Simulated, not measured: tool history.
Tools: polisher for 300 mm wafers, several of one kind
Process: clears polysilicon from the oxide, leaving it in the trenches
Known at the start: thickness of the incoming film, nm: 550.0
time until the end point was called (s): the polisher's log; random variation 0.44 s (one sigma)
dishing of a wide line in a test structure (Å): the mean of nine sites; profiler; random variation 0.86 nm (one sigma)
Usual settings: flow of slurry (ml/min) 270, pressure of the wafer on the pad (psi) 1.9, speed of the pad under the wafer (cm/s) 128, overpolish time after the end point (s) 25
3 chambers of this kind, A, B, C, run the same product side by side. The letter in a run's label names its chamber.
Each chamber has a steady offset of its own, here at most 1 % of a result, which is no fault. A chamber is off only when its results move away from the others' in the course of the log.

run   hour  flow of slurry (ml/min)  pressure of the wafer on the pad (psi)  speed of the pad under the wafer (cm/s)  overpolish time after the end point (s)  wafers polished on this pad  hours since the slurry nozzle was cleaned  hours since the head pressure was calibrated  time until the end point was called (s)  dishing of a wide line in a test structure (Å)
 1B    5.2                      270                                     1.9                                      128                                       25                          677                                      233.4                                         103.5                                   49.145                                          602.09
         7  -- chamber A: slurry nozzle cleaned
 2A   10.7                      270                                     1.9                                      128                                       25                          166                                        3.7                                         249.7                                   49.454                                          624.13
 3C   16.7                      270                                     1.9                                      128                                       25                          642                                      181.2                                         753.4                                   49.991                                          622.53
      20.1  -- chamber C: worn pad replaced by a new one
 4B   21.4                      270                                     1.9                                      128                                       25                          859                                      249.6                                         119.7                                   49.789                                           626.5
 5C   25.3                      270                                     1.9                                      128                                       25                           59                                      189.8                                           762                                   50.184                                          635.01
 6A   29.5                      270                                     1.9                                      128                                       25                          377                                       22.5                                         268.5                                    48.99                                          622.25
 7B   35.2                      270                                     1.9                                      128                                       25                         1014                                      263.4                                         133.5                                   49.668                                          624.86
 8C   40.2                      270                                     1.9                                      128                                       25                          227                                      204.7                                         776.9                                   49.501                                           607.1
 9A   47.3                      270                                     1.9                                      128                                       25                          577                                       40.3                                         286.3                                     49.2                                          622.88
      50.3  -- chamber B: worn pad replaced by a new one
10B     52                      270                                     1.9                                      128                                       25                           19                                      280.2                                         150.3                                   49.212                                          607.27
        55  -- chamber A: head pressure recalibrated
11C   58.3                      270                                     1.9                                      128                                       25                          430                                      222.8                                           795                                    49.29                                          641.01
12A   62.8                      270                                     1.9                                      128                                       25                          751                                       55.8                                           7.8                                   49.929                                          621.29
      67.6  -- chamber C: worn pad replaced by a new one
13A     69                      270                                     1.9                                      144                                       25                          821                                         62                                            14                                   44.022                                          615.76
14C   73.3                      270                                     1.9                                      144                                       25                           64                                      237.8                                           810                                   44.213                                           616.2
15B   79.6                      270                                     1.9                                      144                                       25                          330                                      307.8                                         177.9                                   43.333                                          612.76
16B   86.4                      270                                     1.9                                      128                                       18                          406                                      314.6                                         184.7                                   49.348                                          590.32
17A   92.4                      270                                     1.9                                      128                                       18                         1084                                       85.4                                          37.4                                   49.289                                          597.13
18C   95.9                      270                                     1.9                                      128                                       18                          318                                      260.4                                         832.6                                   49.051                                          588.64
      96.4  -- chamber A: worn pad replaced by a new one
19C     99                      270                                     1.9                                      128                                       25                          353                                      263.5                                         835.7                                   49.294                                          617.67
20A  106.1                      270                                     1.9                                      128                                       25                          109                                       99.1                                          51.1                                   49.373                                          626.65
21B  111.2                      270                                     1.9                                      128                                       25                          685                                      339.4                                         209.5                                   48.465                                          606.75
22B  116.4                      270                                     1.9                                      128                                       25                          743                                      344.6                                         214.7                                   49.259                                           615.7
23A  122.3                      270                                     1.9                                      128                                       25                          291                                      115.3                                          67.3                                   48.606                                          622.09

All 3 chambers run these settings next. Forecast each chamber's results:
24A  127.5                      270                                     1.9                                      128                                       25                                                                                                                                                              ?                                               ?
24B  127.5                      270                                     1.9                                      128                                       25                                                                                                                                                              ?                                               ?
24C  127.5                      270                                     1.9                                      128                                       25                                                                                                                                                              ?                                               ?

run  time until the end point was called (s)  dishing of a wide line in a test structure (Å)
24A                                   48.778                                          600.99
24B                                   49.527                                          616.86
24C                                   49.429                                          620.66
